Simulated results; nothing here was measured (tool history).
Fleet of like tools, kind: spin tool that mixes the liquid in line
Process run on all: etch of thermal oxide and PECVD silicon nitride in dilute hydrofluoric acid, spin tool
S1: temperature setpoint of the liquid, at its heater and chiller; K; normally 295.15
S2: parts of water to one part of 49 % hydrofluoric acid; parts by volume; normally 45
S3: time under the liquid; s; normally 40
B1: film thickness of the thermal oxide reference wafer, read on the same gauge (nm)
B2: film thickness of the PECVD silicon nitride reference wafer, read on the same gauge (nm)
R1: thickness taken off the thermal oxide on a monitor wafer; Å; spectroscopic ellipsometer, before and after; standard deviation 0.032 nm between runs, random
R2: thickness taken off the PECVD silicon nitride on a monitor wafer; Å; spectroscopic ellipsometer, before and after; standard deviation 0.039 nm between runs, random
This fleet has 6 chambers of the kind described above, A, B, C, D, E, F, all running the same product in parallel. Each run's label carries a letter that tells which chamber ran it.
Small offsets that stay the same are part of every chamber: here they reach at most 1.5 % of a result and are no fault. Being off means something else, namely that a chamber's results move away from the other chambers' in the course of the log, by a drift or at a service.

run 1C hour=7.8 | S1=295.15 S2=45 S3=40 | B1=60.014 B2=39.986 | R1=39.890 R2=22.572
run 2B hour=19.7 | S1=295.15 S2=45 S3=40 | B1=60.000 B2=40.023 | R1=39.531 R2=22.558
run 3D hour=27.5 | S1=295.15 S2=45 S3=40 | B1=59.980 B2=39.965 | R1=40.251 R2=22.833
run 4E hour=42.8 | S1=295.15 S2=45 S3=40 | B1=60.009 B2=39.999 | R1=39.541 R2=22.415
run 5F hour=50.5 | S1=295.15 S2=45 S3=40 | B1=60.001 B2=40.004 | R1=39.181 R2=22.351
run 6A hour=61.0 | S1=295.15 S2=45 S3=40 | B1=60.002 B2=40.019 | R1=40.158 R2=21.565
run 7A hour=68.8 | S1=295.15 S2=45 S3=40 | B1=60.004 B2=39.991 | R1=40.410 R2=22.223
run 8F hour=81.6 | S1=295.15 S2=45 S3=40 | B1=59.954 B2=39.980 | R1=39.871 R2=21.810
run 9C hour=90.6 | S1=295.15 S2=45 S3=40 | B1=59.986 B2=39.985 | R1=39.477 R2=22.078
-- hour=97.0 chamber E: thermometer replaced
run 10B hour=104.7 | S1=295.15 S2=45 S3=40 | B1=59.995 B2=40.006 | R1=39.811 R2=22.201
-- hour=113.8 chamber F: thermometer replaced
run 11E hour=118.1 | S1=295.15 S2=45 S3=40 | B1=60.019 B2=40.006 | R1=39.915 R2=22.519
run 12D hour=127.6 | S1=295.15 S2=45 S3=40 | B1=60.019 B2=40.001 | R1=40.434 R2=22.008
run 13C hour=138.6 | S1=291.15 S2=50 S3=40 | B1=59.968 B2=40.023 | R1=30.284 R2=15.158
run 14A hour=151.5 | S1=291.15 S2=50 S3=40 | B1=59.998 B2=39.996 | R1=30.773 R2=15.121
-- hour=156.4 chamber B: thermometer replaced
run 15B hour=164.7 | S1=291.15 S2=50 S3=40 | B1=59.998 B2=39.990 | R1=29.770 R2=14.610
run 16F hour=180.5 | S1=291.15 S2=50 S3=40 | B1=60.018 B2=39.971 | R1=30.261 R2=15.363
run 17D hour=194.1 | S1=291.15 S2=50 S3=40 | B1=60.032 B2=40.060 | R1=30.202 R2=14.992
run 18E hour=205.5 | S1=291.15 S2=50 S3=40 | B1=60.002 B2=39.972 | R1=29.919 R2=15.568
-- hour=209.5 chamber D: hydrofluoric acid flow meter replaced
run 19F hour=219.0 | S1=295.15 S2=45 S3=40 | B1=60.030 B2=40.033 | R1=39.806 R2=22.636
run 20C hour=226.6 | S1=298.65 S2=60 S3=40 | B1=60.018 B2=40.008 | R1=33.703 R2=20.457
run 21D hour=240.6 | S1=298.65 S2=60 S3=40 | B1=60.005 B2=40.011 | R1=33.883 R2=21.091
run 22A hour=256.3 | S1=298.65 S2=60 S3=40 | B1=60.014 B2=40.006 | R1=34.330 R2=20.522
run 23E hour=264.4 | S1=298.65 S2=60 S3=40 | B1=60.005 B2=39.986 | R1=33.619 R2=21.195
run 24B hour=274.0 | S1=298.65 S2=60 S3=40 | B1=60.033 B2=40.016 | R1=33.707 R2=21.306
run 25E hour=283.0 | S1=298.65 S2=60 S3=40 | B1=59.965 B2=40.020 | R1=33.945 R2=20.640
run 26A hour=290.9 | S1=297.65 S2=45 S3=25 | B1=60.024 B2=39.982 | R1=27.547 R2=16.217
run 27F hour=305.7 | S1=297.65 S2=45 S3=25 | B1=59.987 B2=39.988 | R1=27.652 R2=16.436
run 28B hour=319.7 | S1=297.65 S2=45 S3=25 | B1=59.990 B2=39.992 | R1=27.341 R2=16.309
run 29D hour=329.8 | S1=297.65 S2=45 S3=25 | B1=59.977 B2=39.985 | R1=27.798 R2=16.022
-- hour=333.7 chamber B: hydrofluoric acid flow meter replaced
run 30C hour=340.5 | S1=297.65 S2=45 S3=25 | B1=59.990 B2=40.048 | R1=27.536 R2=16.219
run 31C hour=348.9 | S1=297.65 S2=45 S3=25 | B1=59.992 B2=40.031 | R1=27.261 R2=16.094
run 32D hour=358.8 | S1=295.15 S2=45 S3=40 | B1=59.985 B2=39.997 | R1=40.656 R2=21.444
run 33F hour=367.5 | S1=295.15 S2=45 S3=40 | B1=59.988 B2=40.002 | R1=39.828 R2=22.767
run 34B hour=378.2 | S1=295.15 S2=45 S3=40 | B1=59.982 B2=40.021 | R1=39.437 R2=22.450
run 35A hour=386.9 | S1=295.15 S2=45 S3=40 | B1=59.995 B2=39.997 | R1=40.760 R2=22.077
-- hour=388.2 chamber A: hydrofluoric acid flow meter replaced
run 36E hour=398.9 | S1=295.15 S2=45 S3=40 | B1=59.988 B2=40.024 | R1=39.470 R2=22.066
-- hour=401.6 chamber E: hydrofluoric acid flow meter replaced
run 37A hour=412.1 | S1=295.15 S2=45 S3=40 | B1=59.978 B2=39.995 | R1=40.222 R2=21.931
run 38E hour=419.4 | S1=295.15 S2=45 S3=40 | B1=59.985 B2=40.036 | R1=39.382 R2=21.572
run 39F hour=427.3 | S1=295.15 S2=45 S3=40 | B1=60.021 B2=39.974 | R1=39.858 R2=21.934
run 40D hour=434.1 | S1=295.15 S2=45 S3=40 | B1=60.022 B2=39.957 | R1=40.498 R2=22.081
run 41B hour=447.3 | S1=295.15 S2=45 S3=40 | B1=59.979 B2=39.967 | R1=39.718 R2=21.597
run 42C hour=462.5 | S1=295.15 S2=45 S3=40 | B1=60.004 B2=39.950 | R1=39.915 R2=22.179

What goes on in this fleet: one chamber off, a drifting gauge, or nothing beyond the chambers' own small offsets? Name the chamber and the cause, if any.

Nothing is wrong: each chamber keeps only its own small, steady offset and the gauge holds still.

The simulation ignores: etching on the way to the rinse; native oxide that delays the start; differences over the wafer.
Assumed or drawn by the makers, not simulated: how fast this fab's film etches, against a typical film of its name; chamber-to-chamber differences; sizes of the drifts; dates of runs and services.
